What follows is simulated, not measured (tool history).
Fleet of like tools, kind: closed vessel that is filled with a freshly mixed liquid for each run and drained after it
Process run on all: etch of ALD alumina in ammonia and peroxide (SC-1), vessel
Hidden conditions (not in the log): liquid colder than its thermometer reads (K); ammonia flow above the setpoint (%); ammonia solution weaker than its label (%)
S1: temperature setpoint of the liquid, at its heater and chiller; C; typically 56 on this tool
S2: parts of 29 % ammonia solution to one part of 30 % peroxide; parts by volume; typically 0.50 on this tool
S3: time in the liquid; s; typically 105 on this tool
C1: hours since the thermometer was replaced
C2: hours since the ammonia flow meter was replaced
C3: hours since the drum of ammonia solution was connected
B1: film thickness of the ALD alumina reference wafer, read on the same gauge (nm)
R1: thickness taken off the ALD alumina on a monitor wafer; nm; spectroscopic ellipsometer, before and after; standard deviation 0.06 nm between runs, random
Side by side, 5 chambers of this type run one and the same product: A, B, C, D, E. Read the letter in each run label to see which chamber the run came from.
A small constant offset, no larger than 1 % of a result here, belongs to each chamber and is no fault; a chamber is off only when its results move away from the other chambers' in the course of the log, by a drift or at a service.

-- hour=1.3 chamber B: thermometer replaced
run 1D hour=8.6 | S1=56 S2=0.50 S3=105 | C1=355.8 C2=25.8 C3=378.5 | B1=30.021 | R1=10.7800
-- hour=10.3 chamber E: new drum of ammonia solution connected
run 2C hour=18.2 | S1=56 S2=0.50 S3=105 | C1=439.8 C2=2309.4 C3=394.5 | B1=30.031 | R1=10.6840
run 3A hour=31.0 | S1=56 S2=0.50 S3=105 | C1=125.4 C2=458.9 C3=856.7 | B1=29.990 | R1=10.6080
-- hour=38.5 chamber C: ammonia flow meter replaced
run 4E hour=42.9 | S1=56 S2=0.50 S3=105 | C1=557.2 C2=894.2 C3=32.7 | B1=30.027 | R1=10.5210
run 5B hour=50.4 | S1=56 S2=0.50 S3=105 | C1=49.2 C2=1228.7 C3=842.1 | B1=29.996 | R1=10.7930
run 6A hour=61.4 | S1=56 S2=0.50 S3=105 | C1=155.8 C2=489.3 C3=887.1 | B1=30.038 | R1=10.7160
run 7C hour=71.4 | S1=56 S2=0.50 S3=105 | C1=493.0 C2=33.0 C3=447.7 | B1=30.006 | R1=10.7520
run 8B hour=83.2 | S1=56 S2=0.50 S3=105 | C1=82.0 C2=1261.5 C3=874.9 | B1=29.942 | R1=10.8200
run 9E hour=94.9 | S1=56 S2=0.50 S3=105 | C1=609.2 C2=946.2 C3=84.7 | B1=29.990 | R1=10.4190
run 10D hour=104.8 | S1=56 S2=0.50 S3=105 | C1=452.0 C2=122.0 C3=474.7 | B1=29.974 | R1=10.8760
run 11C hour=112.9 | S1=56 S2=0.50 S3=105 | C1=534.5 C2=74.5 C3=489.2 | B1=29.980 | R1=10.5210
run 12D hour=124.8 | S1=56 S2=0.50 S3=105 | C1=472.0 C2=142.0 C3=494.7 | B1=29.973 | R1=10.7850
run 13B hour=132.2 | S1=56 S2=0.50 S3=105 | C1=131.0 C2=1310.5 C3=923.9 | B1=29.981 | R1=10.8080
run 14E hour=143.3 | S1=56 S2=0.50 S3=105 | C1=657.6 C2=994.6 C3=133.1 | B1=29.948 | R1=10.3230
run 15A hour=154.4 | S1=56 S2=0.75 S3=105 | C1=248.8 C2=582.3 C3=980.1 | B1=30.024 | R1=11.0530
run 16C hour=166.8 | S1=56 S2=0.75 S3=105 | C1=588.4 C2=128.4 C3=543.1 | B1=30.003 | R1=11.0590
run 17B hour=179.6 | S1=56 S2=0.75 S3=105 | C1=178.4 C2=1357.9 C3=971.3 | B1=30.035 | R1=11.2040
run 18E hour=192.2 | S1=56 S2=0.75 S3=105 | C1=706.5 C2=1043.5 C3=182.0 | B1=30.000 | R1=10.6200
-- hour=193.4 chamber C: new drum of ammonia solution connected
run 19D hour=199.6 | S1=56 S2=0.75 S3=105 | C1=546.8 C2=216.8 C3=569.5 | B1=30.002 | R1=11.2320
run 20A hour=208.5 | S1=56 S2=0.50 S3=105 | C1=302.9 C2=636.4 C3=1034.2 | B1=30.069 | R1=10.5910
run 21D hour=220.2 | S1=56 S2=0.50 S3=105 | C1=567.4 C2=237.4 C3=590.1 | B1=30.026 | R1=10.7800
run 22A hour=228.0 | S1=56 S2=0.50 S3=105 | C1=322.4 C2=655.9 C3=1053.7 | B1=30.039 | R1=10.7710
-- hour=229.6 chamber B: new drum of ammonia solution connected
-- hour=233.3 chamber A: ammonia flow meter replaced
run 23E hour=235.1 | S1=56 S2=0.50 S3=105 | C1=749.4 C2=1086.4 C3=224.9 | B1=29.990 | R1=10.2780
run 24C hour=248.9 | S1=56 S2=0.50 S3=105 | C1=670.5 C2=210.5 C3=55.5 | B1=30.009 | R1=10.7110
run 25B hour=255.9 | S1=56 S2=0.50 S3=105 | C1=254.7 C2=1434.2 C3=26.3 | B1=30.019 | R1=10.5750
run 26B hour=268.9 | S1=56 S2=0.50 S3=105 | C1=267.7 C2=1447.2 C3=39.3 | B1=30.004 | R1=10.7310
run 27E hour=277.6 | S1=56 S2=0.50 S3=105 | C1=791.9 C2=1128.9 C3=267.4 | B1=29.983 | R1=9.9922
run 28A hour=285.0 | S1=56 S2=0.35 S3=45 | C1=379.4 C2=51.8 C3=1110.7 | B1=30.001 | R1=4.4125
run 29D hour=292.6 | S1=56 S2=0.35 S3=45 | C1=639.8 C2=309.8 C3=662.5 | B1=30.046 | R1=4.4858
run 30C hour=299.0 | S1=56 S2=0.35 S3=45 | C1=720.6 C2=260.6 C3=105.6 | B1=29.993 | R1=4.3906
run 31B hour=312.2 | S1=56 S2=0.35 S3=45 | C1=311.0 C2=1490.5 C3=82.6 | B1=29.994 | R1=4.4460

All 5 chambers run these settings next. Forecast each chamber's results:
run 32A hour=322.2 | S1=56 S2=0.50 S3=70 | R1=?
run 32B hour=322.2 | S1=56 S2=0.50 S3=70 | R1=?
run 32C hour=322.2 | S1=56 S2=0.50 S3=70 | R1=?
run 32D hour=322.2 | S1=56 S2=0.50 S3=70 | R1=?
run 32E hour=322.2 | S1=56 S2=0.50 S3=70 | R1=?

run=32A R1=7.1046
run=32B R1=7.1809
run=32C R1=7.0806
run=32D R1=7.1271
run=32E R1=6.7088
